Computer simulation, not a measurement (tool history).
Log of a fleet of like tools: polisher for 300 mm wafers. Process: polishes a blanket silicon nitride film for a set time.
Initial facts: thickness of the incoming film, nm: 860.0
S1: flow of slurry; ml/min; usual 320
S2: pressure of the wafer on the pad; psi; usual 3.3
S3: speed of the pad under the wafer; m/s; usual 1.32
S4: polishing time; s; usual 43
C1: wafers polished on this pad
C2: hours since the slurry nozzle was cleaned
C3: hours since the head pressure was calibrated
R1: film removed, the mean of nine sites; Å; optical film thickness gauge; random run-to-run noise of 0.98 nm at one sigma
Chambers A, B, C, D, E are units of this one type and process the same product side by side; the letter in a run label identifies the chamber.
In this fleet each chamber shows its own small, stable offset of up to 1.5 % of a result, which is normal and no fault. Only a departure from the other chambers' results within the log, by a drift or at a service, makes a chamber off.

| run | hour | S1 | S2 | S3 | S4 | C1 | C2 | C3 | R1 |
|---|---|---|---|---|---|---|---|---|---|
| 1C | 7.5 | 320 | 3.3 | 1.32 | 43 | 615 | 39.6 | 510.1 | 863.9 |
| 2E | 12.4 | 320 | 3.3 | 1.32 | 43 | 614 | 199.5 | 24.2 | 883.59 |
| 3B | 21.6 | 320 | 3.3 | 1.32 | 43 | 1239 | 248.4 | 117.4 | 887.73 |
| 4D | 25.9 | 320 | 3.3 | 1.32 | 43 | 818 | 80.2 | 342.5 | 868.37 |
|  | 27.9 | chamber B: worn pad replaced by a new one |
| 5A | 31.4 | 320 | 3.3 | 1.32 | 43 | 742 | 323.7 | 436.5 | 880.75 |
|  | 35.5 | chamber C: worn pad replaced by a new one |
| 6D | 37.1 | 320 | 3.3 | 1.32 | 43 | 1014 | 91.4 | 353.7 | 886.95 |
|  | 38.2 | chamber E: worn pad replaced by a new one |
| 7A | 42.2 | 320 | 3.3 | 1.32 | 43 | 931 | 334.5 | 447.3 | 889.21 |
|  | 47.3 | chamber D: worn pad replaced by a new one |
|  | 47.8 | chamber A: worn pad replaced by a new one |
| 8E | 50.3 | 320 | 3.3 | 1.32 | 43 | 212 | 237.4 | 62.1 | 859.47 |
| 9B | 57.3 | 320 | 3.8 | 1.32 | 43 | 514 | 284.1 | 153.1 | 1013.9 |
| 10C | 62.4 | 320 | 3.8 | 1.32 | 43 | 470 | 94.5 | 565 | 1011.5 |
| 11E | 70.4 | 320 | 3.8 | 1.32 | 43 | 564 | 257.5 | 82.2 | 1014.2 |
| 12D | 74.8 | 320 | 3.8 | 1.32 | 43 | 481 | 129.1 | 391.4 | 1020.9 |
| 13B | 82.7 | 320 | 3.8 | 1.32 | 43 | 958 | 309.5 | 178.5 | 1017.1 |
| 14C | 91.8 | 320 | 3.3 | 1.32 | 43 | 984 | 123.9 | 594.4 | 857.5 |
| 15A | 99.1 | 320 | 3.3 | 1.32 | 43 | 897 | 391.4 | 504.2 | 900.74 |
|  | 99.9 | chamber C: worn pad replaced by a new one |
|  | 104.4 | chamber A: worn pad replaced by a new one |
|  | 105 | chamber D: worn pad replaced by a new one |
| 16E | 106 | 320 | 3.3 | 1.32 | 43 | 1186 | 293.1 | 117.8 | 886.63 |
|  | 107.9 | chamber B: worn pad replaced by a new one |
|  | 107.9 | chamber E: worn pad replaced by a new one |
| 17C | 111.9 | 320 | 3.3 | 1.32 | 43 | 211 | 144 | 614.5 | 871.46 |
| 18D | 118.5 | 320 | 3.3 | 1.32 | 43 | 237 | 172.8 | 435.1 | 883.5 |
|  | 127.9 | chamber E: slurry nozzle cleaned |
| 19A | 128.2 | 320 | 3.3 | 1.32 | 43 | 416 | 420.5 | 533.3 | 878.94 |
| 20B | 135.4 | 320 | 3.3 | 1.32 | 43 | 480 | 362.2 | 231.2 | 869.24 |
| 21D | 145.1 | 320 | 3.3 | 1.32 | 43 | 702 | 199.4 | 461.7 | 863.46 |
| 22C | 153.4 | 320 | 3.3 | 1.32 | 43 | 936 | 185.5 | 656 | 866.76 |
| 23E | 161.7 | 320 | 4.2 | 1.32 | 43 | 941 | 33.8 | 173.5 | 1131.7 |
|  | 162.9 | chamber C: worn pad replaced by a new one |
|  | 167.7 | chamber A: worn pad replaced by a new one |
| 24A | 168.3 | 320 | 4.2 | 1.32 | 43 | 10 | 460.6 | 573.4 | 1150.6 |
|  | 172.5 | chamber D: worn pad replaced by a new one |
| 25B | 173.5 | 320 | 4.2 | 1.32 | 43 | 1146 | 400.3 | 269.3 | 1108.7 |
|  | 174.1 | chamber E: worn pad replaced by a new one |
| 26C | 179.4 | 320 | 4.2 | 1.32 | 43 | 288 | 211.5 | 682 | 1101.5 |
|  | 182.1 | chamber B: worn pad replaced by a new one |
| 27B | 187.5 | 320 | 4.2 | 1.32 | 43 | 94 | 414.3 | 283.3 | 1112.4 |
| 28A | 191.8 | 320 | 3.3 | 1.32 | 43 | 421 | 484.1 | 596.9 | 897.88 |
| 29E | 199.9 | 320 | 2.7 | 1.74 | 43 | 451 | 72 | 211.7 | 896.49 |
| 30D | 205.9 | 320 | 2.7 | 1.74 | 43 | 585 | 260.2 | 522.5 | 833.76 |
| 31C | 210.3 | 320 | 2.7 | 1.74 | 43 | 828 | 242.4 | 712.9 | 905.22 |
| 32D | 217.3 | 320 | 2.7 | 1.74 | 43 | 784 | 271.6 | 533.9 | 826.17 |
|  | 222.1 | chamber C: worn pad replaced by a new one |
| 33E | 224.2 | 320 | 2.7 | 1.74 | 43 | 876 | 96.3 | 236 | 931.84 |
| 34B | 230 | 320 | 3.3 | 1.32 | 43 | 837 | 456.8 | 325.8 | 886.33 |
|  | 236.4 | chamber A: worn pad replaced by a new one |
| 35A | 239.1 | 320 | 3.3 | 1.32 | 43 | 48 | 531.4 | 644.2 | 887.35 |
|  | 239.4 | chamber E: worn pad replaced by a new one |
|  | 243.1 | chamber D: worn pad replaced by a new one |
| 36D | 243.8 | 320 | 3.3 | 1.32 | 43 | 13 | 298.1 | 560.4 | 827.08 |
| 37E | 250.7 | 320 | 3.3 | 1.32 | 43 | 197 | 122.8 | 262.5 | 875.32 |
|  | 251.2 | chamber A: slurry nozzle cleaned |
| 38B | 259.5 | 320 | 3.3 | 1.32 | 43 | 1353 | 486.3 | 355.3 | 879.48 |
| 39C | 267.4 | 320 | 3.3 | 1.32 | 43 | 793 | 299.5 | 770 | 854.81 |
|  | 269.7 | chamber B: worn pad replaced by a new one |
| 40A | 276.8 | 320 | 4.1 | 0.96 | 43 | 707 | 25.7 | 681.9 | 859.96 |
| 41B | 281.5 | 320 | 4.1 | 0.96 | 43 | 207 | 508.3 | 377.3 | 852.64 |
|  | 281.9 | chamber C: worn pad replaced by a new one |
| 42C | 287.3 | 320 | 4.1 | 0.96 | 43 | 95 | 319.4 | 789.9 | 842.21 |
| 43E | 295.5 | 320 | 4.1 | 0.96 | 43 | 980 | 167.6 | 307.3 | 860.36 |
| 44D | 301.1 | 320 | 4.1 | 0.96 | 43 | 1015 | 355.4 | 617.7 | 749.89 |

Predict what each chamber gives when all 5 of them run the settings below next.
| 45A | 308.1 | 320 | 3.3 | 1.68 | 43 |  |  |  | ? |
| 45B | 308.1 | 320 | 3.3 | 1.68 | 43 |  |  |  | ? |
| 45C | 308.1 | 320 | 3.3 | 1.68 | 43 |  |  |  | ? |
| 45D | 308.1 | 320 | 3.3 | 1.68 | 43 |  |  |  | ? |
| 45E | 308.1 | 320 | 3.3 | 1.68 | 43 |  |  |  | ? |

| run | R1 |
|---|---|
| 45A | 1071 |
| 45B | 1066.9 |
| 45C | 1050 |
| 45D | 937.96 |
| 45E | 1075.5 |
